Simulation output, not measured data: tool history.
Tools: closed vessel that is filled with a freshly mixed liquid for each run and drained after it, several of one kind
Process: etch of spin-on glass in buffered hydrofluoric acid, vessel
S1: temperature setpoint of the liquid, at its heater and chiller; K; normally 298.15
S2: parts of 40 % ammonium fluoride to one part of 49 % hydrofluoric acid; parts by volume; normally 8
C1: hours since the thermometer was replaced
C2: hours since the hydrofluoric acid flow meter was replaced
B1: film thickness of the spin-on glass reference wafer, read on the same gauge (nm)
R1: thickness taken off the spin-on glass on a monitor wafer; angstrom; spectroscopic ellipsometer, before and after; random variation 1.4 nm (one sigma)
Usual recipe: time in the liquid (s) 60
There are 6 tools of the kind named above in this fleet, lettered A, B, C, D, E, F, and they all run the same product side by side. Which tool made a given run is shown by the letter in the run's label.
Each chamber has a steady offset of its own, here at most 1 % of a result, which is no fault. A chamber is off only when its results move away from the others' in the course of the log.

run 1B hour=8.3 | S1=298.15 S2=8 time_in_the_liquid_(s)=60 | C1=732.1 C2=537.1 | B1=79.962 | R1=2697.5
run 2E hour=18.5 | S1=298.15 S2=8 time_in_the_liquid_(s)=60 | C1=539.2 C2=341.4 | B1=79.981 | R1=2719.1
run 3C hour=30.9 | S1=298.15 S2=8 time_in_the_liquid_(s)=60 | C1=1724 C2=956.8 | B1=80.004 | R1=2702.9
run 4A hour=44.8 | S1=298.15 S2=8 time_in_the_liquid_(s)=60 | C1=1866.1 C2=828.3 | B1=80.043 | R1=2679.4
run 5F hour=61.2 | S1=300.15 S2=8 time_in_the_liquid_(s)=60 | C1=899.4 C2=294.9 | B1=80.011 | R1=3026.5
-- hour=63.1 chamber F: thermometer replaced
run 6D hour=73 | S1=300.15 S2=8 time_in_the_liquid_(s)=60 | C1=469.1 C2=478.9 | B1=79.955 | R1=3014.5
run 7F hour=80.3 | S1=300.15 S2=8 time_in_the_liquid_(s)=60 | C1=17.3 C2=314 | B1=79.947 | R1=3070.2
run 8D hour=91 | S1=300.15 S2=8 time_in_the_liquid_(s)=60 | C1=487.1 C2=496.9 | B1=80.013 | R1=3009.8
run 9A hour=99.6 | S1=300.15 S2=8 time_in_the_liquid_(s)=60 | C1=1920.9 C2=883.1 | B1=79.982 | R1=2976.8
run 10B hour=108.9 | S1=300.15 S2=8 time_in_the_liquid_(s)=60 | C1=832.7 C2=637.7 | B1=79.991 | R1=3009.9
-- hour=117.5 chamber B: hydrofluoric acid flow meter replaced
-- hour=121.3 chamber E: thermometer replaced
run 11C hour=123.1 | S1=298.15 S2=8 time_in_the_liquid_(s)=60 | C1=1816.2 C2=1049 | B1=80.019 | R1=2664.6
run 12E hour=135.5 | S1=298.15 S2=8 time_in_the_liquid_(s)=60 | C1=14.3 C2=458.4 | B1=80.039 | R1=2736.6
run 13F hour=143.9 | S1=298.15 S2=8 time_in_the_liquid_(s)=60 | C1=80.9 C2=377.6 | B1=80.014 | R1=2731
run 14A hour=153.1 | S1=298.15 S2=8 time_in_the_liquid_(s)=60 | C1=1974.4 C2=936.6 | B1=80.021 | R1=2677.8
run 15C hour=164.2 | S1=298.15 S2=8 time_in_the_liquid_(s)=60 | C1=1857.3 C2=1090.1 | B1=79.992 | R1=2688
run 16E hour=173.3 | S1=298.15 S2=8 time_in_the_liquid_(s)=60 | C1=52.1 C2=496.2 | B1=79.992 | R1=2709.9
run 17D hour=186 | S1=298.15 S2=8 time_in_the_liquid_(s)=60 | C1=582.1 C2=591.9 | B1=80.029 | R1=2695.3
-- hour=198.6 chamber D: thermometer replaced
run 18B hour=200 | S1=298.15 S2=8 time_in_the_liquid_(s)=60 | C1=923.8 C2=82.6 | B1=80.024 | R1=2705.4
-- hour=207.3 chamber A: thermometer replaced
run 19D hour=207.8 | S1=303.15 S2=6.5 time_in_the_liquid_(s)=60 | C1=9.3 C2=613.7 | B1=80.012 | R1=4364.9
run 20C hour=215 | S1=303.15 S2=6.5 time_in_the_liquid_(s)=60 | C1=1908.1 C2=1140.9 | B1=80.006 | R1=4276.7
run 21A hour=230.8 | S1=303.15 S2=6.5 time_in_the_liquid_(s)=60 | C1=23.6 C2=1014.3 | B1=79.965 | R1=4321.2
run 22F hour=241.2 | S1=303.15 S2=6.5 time_in_the_liquid_(s)=60 | C1=178.2 C2=474.9 | B1=79.981 | R1=4393.9
run 23B hour=255.7 | S1=303.15 S2=6.5 time_in_the_liquid_(s)=60 | C1=979.5 C2=138.3 | B1=80.03 | R1=4321
run 24E hour=265.2 | S1=303.15 S2=6.5 time_in_the_liquid_(s)=60 | C1=144 C2=588.1 | B1=79.978 | R1=4354.2
run 25F hour=274.5 | S1=298.15 S2=8 time_in_the_liquid_(s)=60 | C1=211.5 C2=508.2 | B1=80.012 | R1=2746
-- hour=276.4 chamber C: hydrofluoric acid flow meter replaced
-- hour=283.3 chamber C: thermometer replaced
run 26C hour=285.1 | S1=298.15 S2=8 time_in_the_liquid_(s)=60 | C1=1.8 C2=8.8 | B1=80.012 | R1=2723.3
run 27A hour=297.7 | S1=298.15 S2=8 time_in_the_liquid_(s)=60 | C1=90.5 C2=1081.2 | B1=80.017 | R1=2684.9
run 28B hour=309.6 | S1=298.15 S2=8 time_in_the_liquid_(s)=60 | C1=1033.4 C2=192.2 | B1=79.98 | R1=2643.9
run 29D hour=320.5 | S1=298.15 S2=8 time_in_the_liquid_(s)=60 | C1=122 C2=726.4 | B1=79.999 | R1=2673.5
run 30E hour=328.8 | S1=298.15 S2=8 time_in_the_liquid_(s)=60 | C1=207.6 C2=651.7 | B1=80.056 | R1=2691.8
run 31C hour=344 | S1=298.15 S2=8 time_in_the_liquid_(s)=60 | C1=60.7 C2=67.7 | B1=79.97 | R1=2713.3
run 32F hour=355.4 | S1=298.15 S2=8 time_in_the_liquid_(s)=60 | C1=292.4 C2=589.1 | B1=80.014 | R1=2732.4
run 33A hour=368.5 | S1=298.15 S2=8 time_in_the_liquid_(s)=60 | C1=161.3 C2=1152 | B1=80.008 | R1=2687.2
run 34B hour=376 | S1=298.15 S2=8 time_in_the_liquid_(s)=60 | C1=1099.8 C2=258.6 | B1=79.999 | R1=2598.7
run 35E hour=383.8 | S1=298.15 S2=8 time_in_the_liquid_(s)=60 | C1=262.6 C2=706.7 | B1=79.984 | R1=2741.8
run 36D hour=398.4 | S1=298.15 S2=8 time_in_the_liquid_(s)=60 | C1=199.9 C2=804.3 | B1=80.021 | R1=2702.5
run 37E hour=407.3 | S1=298.15 S2=8 time_in_the_liquid_(s)=60 | C1=286.1 C2=730.2 | B1=79.991 | R1=2729.2
run 38F hour=422.7 | S1=298.15 S2=8 time_in_the_liquid_(s)=60 | C1=359.7 C2=656.4 | B1=80.042 | R1=2727.1
run 39C hour=435.1 | S1=298.15 S2=8 time_in_the_liquid_(s)=60 | C1=151.8 C2=158.8 | B1=80.029 | R1=2707.4
run 40D hour=443.3 | S1=302.15 S2=5.5 time_in_the_liquid_(s)=60 | C1=244.8 C2=849.2 | B1=80.05 | R1=4799.2
run 41A hour=457.6 | S1=302.15 S2=5.5 time_in_the_liquid_(s)=60 | C1=250.4 C2=1241.1 | B1=79.996 | R1=4663.8
run 42B hour=466.3 | S1=302.15 S2=5.5 time_in_the_liquid_(s)=60 | C1=1190.1 C2=348.9 | B1=79.986 | R1=4525.9
run 43E hour=476.8 | S1=302.15 S2=5.5 time_in_the_liquid_(s)=60 | C1=355.6 C2=799.7 | B1=79.968 | R1=4819.2
run 44F hour=490.9 | S1=302.15 S2=5.5 time_in_the_liquid_(s)=60 | C1=427.9 C2=724.6 | B1=79.982 | R1=4833.3

For the next run the whole fleet of 6 chambers uses the same settings. Give each chamber's results:
run 45A hour=502.7 | S1=302.65 S2=8 time_in_the_liquid_(s)=60 | R1=?
run 45B hour=502.7 | S1=302.65 S2=8 time_in_the_liquid_(s)=60 | R1=?
run 45C hour=502.7 | S1=302.65 S2=8 time_in_the_liquid_(s)=60 | R1=?
run 45D hour=502.7 | S1=302.65 S2=8 time_in_the_liquid_(s)=60 | R1=?
run 45E hour=502.7 | S1=302.65 S2=8 time_in_the_liquid_(s)=60 | R1=?
run 45F hour=502.7 | S1=302.65 S2=8 time_in_the_liquid_(s)=60 | R1=?

run=45A R1=3397.1
run=45B R1=3206.2
run=45C R1=3402.3
run=45D R1=3440.9
run=45E R1=3444.3
run=45F R1=3509.9

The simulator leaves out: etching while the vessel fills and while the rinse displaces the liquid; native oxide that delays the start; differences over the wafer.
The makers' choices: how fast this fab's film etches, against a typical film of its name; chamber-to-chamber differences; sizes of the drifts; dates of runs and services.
